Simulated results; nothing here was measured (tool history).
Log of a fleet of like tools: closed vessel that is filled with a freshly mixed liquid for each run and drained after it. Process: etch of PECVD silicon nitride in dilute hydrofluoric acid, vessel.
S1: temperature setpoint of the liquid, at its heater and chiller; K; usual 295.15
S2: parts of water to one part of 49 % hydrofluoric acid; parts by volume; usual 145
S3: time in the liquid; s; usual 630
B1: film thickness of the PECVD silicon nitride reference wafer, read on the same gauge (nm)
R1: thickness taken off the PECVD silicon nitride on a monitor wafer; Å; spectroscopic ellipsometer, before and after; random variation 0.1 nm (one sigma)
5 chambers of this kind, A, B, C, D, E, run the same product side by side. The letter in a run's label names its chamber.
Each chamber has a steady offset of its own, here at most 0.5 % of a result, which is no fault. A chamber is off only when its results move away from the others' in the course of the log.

run     day      S1   S2   S3      B1      R1
 1B   0.367  295.15  145  630  99.998  215.65
 2D   0.929  295.15  145  630     100  217.06
 3C   1.483  295.15  145  630  99.999  217.52
 4E   1.829  295.15  145  630  99.996  215.41
 5A   2.321  295.15   90  290  100.04  158.87
 6A     2.6  295.15   90  290  99.956  159.16
 7C   3.038  295.15   90  290     100     161
 8D     3.6  295.15   90  290  100.04  159.86
 9E   4.004  295.15   90  290  100.01  160.75
10B   4.562  295.15  145  630  99.972  216.32
11A   4.862  297.65   85  630  99.946  432.31
12C   5.379  297.65   85  630  99.993  434.74
13E   5.829  297.65   85  630  99.988  439.22
14D   6.275  297.65   85  630  99.971  437.34
15B   6.733  297.65   85  630  100.02  435.35
16A   7.162  295.15  145  630  99.982  215.12
17D   7.483  295.15  145  630  99.955  216.68
      7.533  -- chamber C: hydrofluoric acid flow meter replaced
18B   8.025  295.15  145  630  100.04  216.98
19C   8.338  295.15  145  630  100.02  217.32
      8.421  -- chamber D: hydrofluoric acid flow meter replaced
20E   8.892  295.15  145  630  100.03  216.23
21E   9.329  295.15  145  630  100.02  214.16
22C   9.612  291.15  145  630  99.998  167.33
23D   9.958  291.15  145  630  99.966  164.71
24A  10.262  291.15  145  630  99.985   161.8
25B  10.838  291.15  145  630  99.993  167.05
26D  11.225  291.15  145  630  99.969   165.7
27E  11.554  295.15  145  630  100.01  217.16
28C    11.9  295.15  145  630  100.01   215.8
     12.283  -- chamber E: thermometer replaced
29B  12.383  295.15  165  505  100.02  152.67
30A  12.883  295.15  165  505  99.996  146.52
31C  13.275  295.15  165  505  100.03  152.44
32E  13.633  295.15  165  505  99.951   153.1
33B  14.171  295.15  165  505  100.02  152.38
34D  14.583  297.15  145  630  100.01   248.8
35A  14.867  297.15  145  630  100.01  236.42
36E  15.271  297.15  145  630     100  249.54
37A  15.517  297.15  145  630  100.04  236.25
38D  15.979  297.15  145  630  100.01  246.68
39C   16.55  295.15  145  630  99.934  217.03
40B  16.946  295.15  145  630  100.04  215.65
41D  17.304  295.15  145  630  99.986  217.45
42B  17.567  295.15  145  630  99.996  217.47
43E  17.846  295.15  145  630   99.95  216.59

Next, every chamber runs the same settings. What will each give?
44A  18.258  295.15  145  630       ?
44B  18.258  295.15  145  630       ?
44C  18.258  295.15  145  630       ?
44D  18.258  295.15  145  630       ?
44E  18.258  295.15  145  630       ?

run      R1
44A  205.06
44B  215.98
44C   215.4
44D  215.71
44E  216.64

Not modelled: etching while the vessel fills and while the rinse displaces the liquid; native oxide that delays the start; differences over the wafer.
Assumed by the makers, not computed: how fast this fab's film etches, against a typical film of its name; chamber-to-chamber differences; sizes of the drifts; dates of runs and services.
